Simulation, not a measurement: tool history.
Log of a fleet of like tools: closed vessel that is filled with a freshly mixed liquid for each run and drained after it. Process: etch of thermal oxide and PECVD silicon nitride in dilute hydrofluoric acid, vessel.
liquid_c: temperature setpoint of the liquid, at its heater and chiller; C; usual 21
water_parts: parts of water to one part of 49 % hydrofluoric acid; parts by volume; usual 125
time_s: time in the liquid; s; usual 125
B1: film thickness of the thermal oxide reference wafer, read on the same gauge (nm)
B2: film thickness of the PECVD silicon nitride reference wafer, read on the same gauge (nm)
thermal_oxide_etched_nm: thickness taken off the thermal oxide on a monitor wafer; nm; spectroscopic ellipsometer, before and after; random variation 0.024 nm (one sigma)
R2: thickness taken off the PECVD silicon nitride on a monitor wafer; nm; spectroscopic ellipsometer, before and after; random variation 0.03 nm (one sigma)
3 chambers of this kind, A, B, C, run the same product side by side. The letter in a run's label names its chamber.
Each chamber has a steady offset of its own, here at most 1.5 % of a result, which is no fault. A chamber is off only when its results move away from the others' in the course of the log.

Run 1A, hour 12.4: usual settings; B1 89.988; B2 70.015. Result: thermal_oxide_etched_nm 3.9792 nm, R2 1.41610 nm.
Run 2B, hour 25.3: usual settings; B1 89.984; B2 69.984. Result: thermal_oxide_etched_nm 3.9514 nm, R2 1.39280 nm.
Run 3C, hour 35.3: usual settings; B1 89.999; B2 70.004. Result: thermal_oxide_etched_nm 4.0307 nm, R2 1.41840 nm.
Run 4C, hour 47.1: usual settings; B1 90.018; B2 69.977. Result: thermal_oxide_etched_nm 4.0843 nm, R2 1.44260 nm.
Run 5A, hour 58.6: usual settings; B1 90.039; B2 70.002. Result: thermal_oxide_etched_nm 3.9966 nm, R2 1.41640 nm.
Run 6B, hour 70.4: usual settings; B1 90.035; B2 69.992. Result: thermal_oxide_etched_nm 3.9338 nm, R2 1.41060 nm.
Run 7A, hour 85.7: usual settings but liquid_c 17 C, water_parts 170 parts by volume; B1 89.959; B2 69.984. Result: thermal_oxide_etched_nm 2.4166 nm, R2 0.80684 nm.
Run 8C, hour 101.9: usual settings but liquid_c 17 C, water_parts 170 parts by volume; B1 89.982; B2 70.021. Result: thermal_oxide_etched_nm 2.4121 nm, R2 0.75716 nm.
Run 9B, hour 112.7: usual settings but liquid_c 17 C, water_parts 170 parts by volume; B1 89.993; B2 70.026. Result: thermal_oxide_etched_nm 2.3788 nm, R2 0.83132 nm.
Run 10B, hour 128.7: usual settings; B1 89.997; B2 70.007. Result: thermal_oxide_etched_nm 3.9934 nm, R2 1.42310 nm.
Run 11C, hour 143.0: usual settings; B1 90.058; B2 70.022. Result: thermal_oxide_etched_nm 4.0514 nm, R2 1.42390 nm.
Run 12A, hour 151.9: usual settings; B1 89.997; B2 69.991. Result: thermal_oxide_etched_nm 4.0032 nm, R2 1.40540 nm.
Run 13A, hour 164.1: usual settings; B1 89.983; B2 69.986. Result: thermal_oxide_etched_nm 4.0704 nm, R2 1.41170 nm.
Run 14C, hour 176.7: usual settings; B1 90.034; B2 70.009. Result: thermal_oxide_etched_nm 4.0926 nm, R2 1.36610 nm.
Run 15B, hour 193.2: usual settings; B1 90.011; B2 70.015. Result: thermal_oxide_etched_nm 3.9641 nm, R2 1.41660 nm.
Run 16B, hour 207.1: usual settings; B1 89.972; B2 70.006. Result: thermal_oxide_etched_nm 3.9943 nm, R2 1.45190 nm.
Run 17A, hour 218.6: usual settings; B1 89.989; B2 69.991. Result: thermal_oxide_etched_nm 3.9834 nm, R2 1.48700 nm.
Run 18C, hour 231.3: usual settings but water_parts 150 parts by volume; B1 90.034; B2 69.998. Result: thermal_oxide_etched_nm 3.2791 nm, R2 1.17760 nm.
Run 19B, hour 244.6: usual settings but water_parts 150 parts by volume; B1 90.054; B2 69.993. Result: thermal_oxide_etched_nm 3.2489 nm, R2 1.14800 nm.
Run 20A, hour 258.8: usual settings but water_parts 150 parts by volume; B1 89.963; B2 69.999. Result: thermal_oxide_etched_nm 3.2285 nm, R2 1.21600 nm.

What goes on in this fleet: one chamber off, a drifting gauge, or nothing beyond the chambers' own small offsets? Name the chamber and the cause, if any.

No chamber stands off beyond its own small offset, and the gauge holds steady.
